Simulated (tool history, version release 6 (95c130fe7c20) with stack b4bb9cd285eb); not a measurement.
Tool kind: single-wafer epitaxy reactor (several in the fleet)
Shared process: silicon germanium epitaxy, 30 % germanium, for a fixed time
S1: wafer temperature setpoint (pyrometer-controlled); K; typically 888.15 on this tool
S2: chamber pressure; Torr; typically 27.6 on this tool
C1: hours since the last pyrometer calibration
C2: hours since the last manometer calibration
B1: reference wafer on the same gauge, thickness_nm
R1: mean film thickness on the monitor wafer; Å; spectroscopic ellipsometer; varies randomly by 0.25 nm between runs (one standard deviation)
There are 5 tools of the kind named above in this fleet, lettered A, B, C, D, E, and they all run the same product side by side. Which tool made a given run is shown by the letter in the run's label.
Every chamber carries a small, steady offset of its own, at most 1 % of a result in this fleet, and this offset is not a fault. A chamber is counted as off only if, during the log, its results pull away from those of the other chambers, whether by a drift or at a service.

{"run": "1E", "hour": 5.2, "S1": 888.15, "S2": 27.6, "C1": 730.3, "C2": 424.6, "B1": 79.519, "R1": 872.8}
{"run": "2A", "hour": 12.6, "S1": 888.15, "S2": 27.6, "C1": 1505.8, "C2": 1095.7, "B1": 79.54, "R1": 875.78}
{"hour": 21.8, "done": "chamber A: pyrometer calibrated"}
{"run": "3B", "hour": 22.9, "S1": 888.15, "S2": 27.6, "C1": 1786.2, "C2": 676.8, "B1": 79.517, "R1": 887.89}
{"run": "4C", "hour": 28.1, "S1": 888.15, "S2": 27.6, "C1": 1020.6, "C2": 1380, "B1": 79.557, "R1": 876.38}
{"run": "5D", "hour": 37.7, "S1": 888.15, "S2": 27.6, "C1": 870.3, "C2": 232.5, "B1": 79.461, "R1": 875.83}
{"run": "6D", "hour": 48.8, "S1": 888.15, "S2": 27.6, "C1": 881.4, "C2": 243.6, "B1": 79.494, "R1": 875.03}
{"run": "7B", "hour": 55.2, "S1": 888.15, "S2": 27.6, "C1": 1818.5, "C2": 709.1, "B1": 79.543, "R1": 888.1}
{"run": "8A", "hour": 64.5, "S1": 888.15, "S2": 27.6, "C1": 42.8, "C2": 1147.6, "B1": 79.475, "R1": 879.37}
{"run": "9E", "hour": 72.6, "S1": 888.15, "S2": 27.6, "C1": 797.7, "C2": 492, "B1": 79.539, "R1": 874.18}
{"run": "10C", "hour": 78.6, "S1": 888.15, "S2": 27.6, "C1": 1071.1, "C2": 1430.5, "B1": 79.528, "R1": 879.66}
{"run": "11B", "hour": 86.8, "S1": 888.15, "S2": 27.6, "C1": 1850.1, "C2": 740.7, "B1": 79.525, "R1": 883.41}
{"run": "12E", "hour": 93.1, "S1": 888.15, "S2": 27.6, "C1": 818.2, "C2": 512.5, "B1": 79.405, "R1": 875.57}
{"run": "13D", "hour": 100.8, "S1": 888.15, "S2": 27.6, "C1": 933.4, "C2": 295.6, "B1": 79.518, "R1": 875.65}
{"run": "14A", "hour": 107.4, "S1": 888.15, "S2": 27.6, "C1": 85.7, "C2": 1190.5, "B1": 79.501, "R1": 876.9}
{"run": "15C", "hour": 113.8, "S1": 888.15, "S2": 27.6, "C1": 1106.3, "C2": 1465.7, "B1": 79.558, "R1": 879.53}
{"run": "16D", "hour": 120.7, "S1": 888.15, "S2": 27.6, "C1": 953.3, "C2": 315.5, "B1": 79.488, "R1": 874.37}
{"hour": 129.0, "done": "chamber B: pyrometer calibrated"}
{"run": "17C", "hour": 129.0, "S1": 888.15, "S2": 27.6, "C1": 1121.5, "C2": 1480.9, "B1": 79.49, "R1": 879.71}
{"run": "18A", "hour": 136.1, "S1": 888.15, "S2": 27.6, "C1": 114.4, "C2": 1219.2, "B1": 79.487, "R1": 875.46}
{"run": "19B", "hour": 146.2, "S1": 888.15, "S2": 27.6, "C1": 17.2, "C2": 800.1, "B1": 79.574, "R1": 887.77}
{"run": "20E", "hour": 154.9, "S1": 888.15, "S2": 27.6, "C1": 880, "C2": 574.3, "B1": 79.465, "R1": 879.83}
{"run": "21E", "hour": 160.7, "S1": 900.15, "S2": 23.7, "C1": 885.8, "C2": 580.1, "B1": 79.437, "R1": 1018.8}
{"run": "22C", "hour": 166.1, "S1": 900.15, "S2": 23.7, "C1": 1158.6, "C2": 1518, "B1": 79.459, "R1": 1012.1}
{"run": "23A", "hour": 171.6, "S1": 900.15, "S2": 23.7, "C1": 149.9, "C2": 1254.7, "B1": 79.428, "R1": 1014.4}
{"run": "24D", "hour": 177.1, "S1": 900.15, "S2": 23.7, "C1": 1009.7, "C2": 371.9, "B1": 79.495, "R1": 1016.6}
{"run": "25B", "hour": 184.3, "S1": 900.15, "S2": 23.7, "C1": 55.3, "C2": 838.2, "B1": 79.491, "R1": 1025.4}
{"run": "26E", "hour": 192.0, "S1": 888.15, "S2": 27.6, "C1": 917.1, "C2": 611.4, "B1": 79.465, "R1": 877.99}
{"run": "27B", "hour": 199.1, "S1": 888.15, "S2": 27.6, "C1": 70.1, "C2": 853, "B1": 79.508, "R1": 885.87}
{"run": "28A", "hour": 210.2, "S1": 888.15, "S2": 27.6, "C1": 188.5, "C2": 1293.3, "B1": 79.555, "R1": 874.22}
{"hour": 217.6, "done": "chamber C: capacitance manometer re-zeroed and calibrated"}
{"run": "29D", "hour": 219.1, "S1": 888.15, "S2": 27.6, "C1": 1051.7, "C2": 413.9, "B1": 79.528, "R1": 875.68}
{"run": "30C", "hour": 224.5, "S1": 888.15, "S2": 27.6, "C1": 1217, "C2": 7, "B1": 79.565, "R1": 872.28}
{"run": "31B", "hour": 236.3, "S1": 888.15, "S2": 27.6, "C1": 107.3, "C2": 890.2, "B1": 79.519, "R1": 891.08}
{"run": "32E", "hour": 246.8, "S1": 888.15, "S2": 27.6, "C1": 971.9, "C2": 666.2, "B1": 79.51, "R1": 874.07}
{"run": "33D", "hour": 256.6, "S1": 888.15, "S2": 27.6, "C1": 1089.2, "C2": 451.4, "B1": 79.506, "R1": 876.48}
{"run": "34A", "hour": 267.0, "S1": 888.15, "S2": 27.6, "C1": 245.3, "C2": 1350.1, "B1": 79.482, "R1": 881.92}
{"run": "35C", "hour": 274.9, "S1": 888.15, "S2": 27.6, "C1": 1267.4, "C2": 57.4, "B1": 79.543, "R1": 878.74}
{"run": "36E", "hour": 285.4, "S1": 888.15, "S2": 27.6, "C1": 1010.5, "C2": 704.8, "B1": 79.526, "R1": 877.24}
{"run": "37B", "hour": 292.3, "S1": 888.15, "S2": 27.6, "C1": 163.3, "C2": 946.2, "B1": 79.51, "R1": 882.31}

The same settings go to every chamber for the next run, one line per chamber below. Forecast the results for each:
{"run": "38A", "hour": 300.9, "S1": 897.15, "S2": 27.6, "R1": "?"}
{"run": "38B", "hour": 300.9, "S1": 897.15, "S2": 27.6, "R1": "?"}
{"run": "38C", "hour": 300.9, "S1": 897.15, "S2": 27.6, "R1": "?"}
{"run": "38D", "hour": 300.9, "S1": 897.15, "S2": 27.6, "R1": "?"}
{"run": "38E", "hour": 300.9, "S1": 897.15, "S2": 27.6, "R1": "?"}

run=38A R1=1022.3
run=38B R1=1028.8
run=38C R1=1027.2
run=38D R1=1023.8
run=38E R1=1030.3
